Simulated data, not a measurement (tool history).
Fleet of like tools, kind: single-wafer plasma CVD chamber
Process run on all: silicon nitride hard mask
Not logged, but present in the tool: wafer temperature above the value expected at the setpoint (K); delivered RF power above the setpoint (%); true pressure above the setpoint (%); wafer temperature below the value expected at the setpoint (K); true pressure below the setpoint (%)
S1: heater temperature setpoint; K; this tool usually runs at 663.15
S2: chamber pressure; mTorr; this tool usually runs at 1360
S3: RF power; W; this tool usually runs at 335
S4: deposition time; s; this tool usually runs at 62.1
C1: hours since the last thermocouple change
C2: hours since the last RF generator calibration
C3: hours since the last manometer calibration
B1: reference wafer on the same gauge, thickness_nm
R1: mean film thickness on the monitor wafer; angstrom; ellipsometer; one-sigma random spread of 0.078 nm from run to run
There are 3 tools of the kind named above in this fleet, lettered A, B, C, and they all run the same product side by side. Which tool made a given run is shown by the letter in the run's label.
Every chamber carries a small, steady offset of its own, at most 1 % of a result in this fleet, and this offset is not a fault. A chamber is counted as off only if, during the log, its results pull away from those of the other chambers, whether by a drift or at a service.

run,day,S1,S2,S3,S4,C1,C2,C3,B1,R1
1A,0.112,663.15,1360,335,62.1,1420.5,916.2,377.4,79.395,740.73
2C,0.3,663.15,1360,335,62.1,833.1,1772.4,1930.6,79.381,736.45
3B,0.504,663.15,1360,335,62.1,850,617.1,1097.3,79.363,733.39
4B,0.642,663.15,1360,335,62.1,853.3,620.4,1100.6,79.368,731.56
5A,0.742,663.15,1360,335,62.1,1435.6,931.3,392.5,79.355,740.9
6C,0.938,663.15,1110,335,62.1,848.4,1787.7,1945.9,79.359,691.95
7B,1.038,663.15,1110,335,62.1,862.8,629.9,1110.1,79.325,687.48
8C,1.162,663.15,1110,335,62.1,853.8,1793.1,1951.3,79.323,690.25
9A,1.288,663.15,1360,335,62.1,1448.7,944.4,405.6,79.306,740.85
10A,1.483,663.15,1360,335,62.1,1453.4,949.1,410.3,79.303,740.18
11B,1.675,663.15,1360,335,62.1,878.1,645.2,1125.4,79.289,732.81
12C,1.842,663.15,1360,335,62.1,870.1,1809.4,1967.6,79.269,735.41
13C,1.992,663.15,1360,335,62.1,873.7,1813,1971.2,79.249,736.03
14A,2.138,663.15,1360,335,62.1,1469.1,964.8,426,79.264,739.82
15B,2.238,663.15,1360,335,62.1,891.6,658.7,1138.9,79.261,731.8
16C,2.333,663.15,1360,335,62.1,881.9,1821.2,1979.4,79.245,734.1
17A,2.433,663.15,1360,335,62.1,1476.2,971.9,433.1,79.241,740.4
18B,2.596,650.15,1360,335,62.1,900.2,667.3,1147.5,79.236,737.11
# day 2.696: chamber C: RF generator calibrated
19C,2.796,650.15,1360,335,62.1,893,2.5,1990.5,79.222,738.16
20A,3,650.15,1360,335,62.1,1489.8,985.5,446.7,79.203,743.09
21B,3.183,663.15,1360,335,62.1,914.3,681.4,1161.6,79.181,732.58
22B,3.292,663.15,1360,335,53.5,916.9,684,1164.2,79.185,630.51
23C,3.483,663.15,1360,335,53.5,909.5,19,2007,79.176,632.81
24A,3.692,663.15,1360,335,53.5,1506.4,1002.1,463.3,79.156,636.33
25B,3.888,663.15,1360,335,62.1,931.2,698.3,1178.5,79.125,730.7
26A,4.079,663.15,1360,335,62.1,1515.7,1011.4,472.6,79.124,738.39
27C,4.275,663.15,1360,335,62.1,928.5,38,2026,79.109,734.79
28C,4.408,663.15,1360,335,62.1,931.7,41.2,2029.2,79.114,734.5
29A,4.529,663.15,1360,335,62.1,1526.5,1022.2,483.4,79.089,739.06
30B,4.679,663.15,1360,335,62.1,950.2,717.3,1197.5,79.088,731.67
31B,4.862,663.15,1360,335,62.1,954.6,721.7,1201.9,79.083,731.17
32A,4.967,663.15,1360,335,62.1,1537,1032.7,493.9,79.063,737.38
33C,5.092,663.15,1360,335,62.1,948.1,57.6,2045.6,79.029,733

Read the log: is a single chamber off, either drifting away or since a service, is the gauge that measures every chamber drifting, or is nothing wrong beyond small per-chamber offsets? Name any odd chamber and what most likely caused it.

None of the chambers is off. What moves is the gauge, dragging all their readings along together.
What lies behind it: gauge reads low (%) = 0.439.
